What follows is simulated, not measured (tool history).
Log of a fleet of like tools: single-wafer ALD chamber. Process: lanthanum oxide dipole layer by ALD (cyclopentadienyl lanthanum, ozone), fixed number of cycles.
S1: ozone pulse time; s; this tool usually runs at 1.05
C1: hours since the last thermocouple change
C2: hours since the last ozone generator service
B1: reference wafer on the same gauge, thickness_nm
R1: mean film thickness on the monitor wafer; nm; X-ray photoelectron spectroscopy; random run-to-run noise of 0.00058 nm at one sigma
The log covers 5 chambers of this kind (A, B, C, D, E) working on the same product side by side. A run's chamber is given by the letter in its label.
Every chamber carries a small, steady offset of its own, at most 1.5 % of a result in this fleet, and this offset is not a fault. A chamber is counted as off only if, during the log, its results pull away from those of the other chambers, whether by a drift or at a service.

run	day	S1	C1	C2	B1	R1
1D	0.275	1.05	474.7	967.9	0.41983	0.50953
2E	0.517	1.05	752.3	685.2	0.41983	0.51251
3B	0.838	1.05	970.8	777.6	0.41976	0.50531
4C	1.05	1.05	1341	1178.5	0.41983	0.50923
5A	1.229	1.05	1192.5	1117.2	0.41981	0.5069
6C	1.517	1.4	1352.2	1189.7	0.41969	0.54601
7E	1.821	1.4	783.6	716.5	0.41959	0.54998
8A	1.967	1.4	1210.2	1134.9	0.41971	0.54142
9B	2.138	1.4	1002	808.8	0.41956	0.54143
10D	2.329	1.4	524	1017.2	0.41948	0.54432
# day 2.396: chamber C: thermocouple changed; heater temperature recalibrated
11C	2.5	1.05	2.5	1213.3	0.41944	0.50857
12D	2.821	1.42	535.8	1029	0.41925	0.5448
13A	3	1.42	1235	1159.7	0.41938	0.54427
14B	3.267	1.42	1029.1	835.9	0.41913	0.54172
15E	3.458	1.42	822.9	755.8	0.41929	0.55004
16D	3.642	1.42	555.5	1048.7	0.41912	0.54577
17B	3.858	1.26	1043.3	850.1	0.41915	0.529
18E	4.042	1.26	836.9	769.8	0.41891	0.53802
19C	4.288	1.26	45.4	1256.2	0.41899	0.53181
20A	4.55	1.26	1272.2	1196.9	0.41883	0.53036
21A	4.796	1.26	1278.1	1202.8	0.41892	0.53033
22D	5.083	1.05	590.1	1083.3	0.41869	0.50757
23E	5.258	1.05	866.1	799	0.41878	0.51083
24C	5.575	1.05	76.3	1287.1	0.41872	0.50647
25B	5.875	1.05	1091.7	898.5	0.41862	0.50466
26D	6.125	1.05	615.1	1108.3	0.41862	0.50718
27C	6.429	0.67	96.8	1307.6	0.41851	0.42533
28E	6.575	0.67	897.7	830.6	0.41833	0.42873
29A	6.871	0.67	1327.9	1252.6	0.41843	0.42467
30B	7.029	0.67	1119.4	926.2	0.41828	0.42202
31D	7.304	0.67	643.4	1136.6	0.41827	0.42653
32E	7.604	1.05	922.4	855.3	0.41819	0.5108
33B	7.754	1.05	1136.8	943.6	0.41823	0.50326
34A	7.983	1.05	1354.6	1279.3	0.41805	0.50371

Each of the 5 chambers runs these same settings next. Fill in every chamber's results:
35A	8.212	1.05				?
35B	8.212	1.05				?
35C	8.212	1.05				?
35D	8.212	1.05				?
35E	8.212	1.05				?

run	R1
35A	0.50483
35B	0.5033
35C	0.50673
35D	0.50701
35E	0.51129
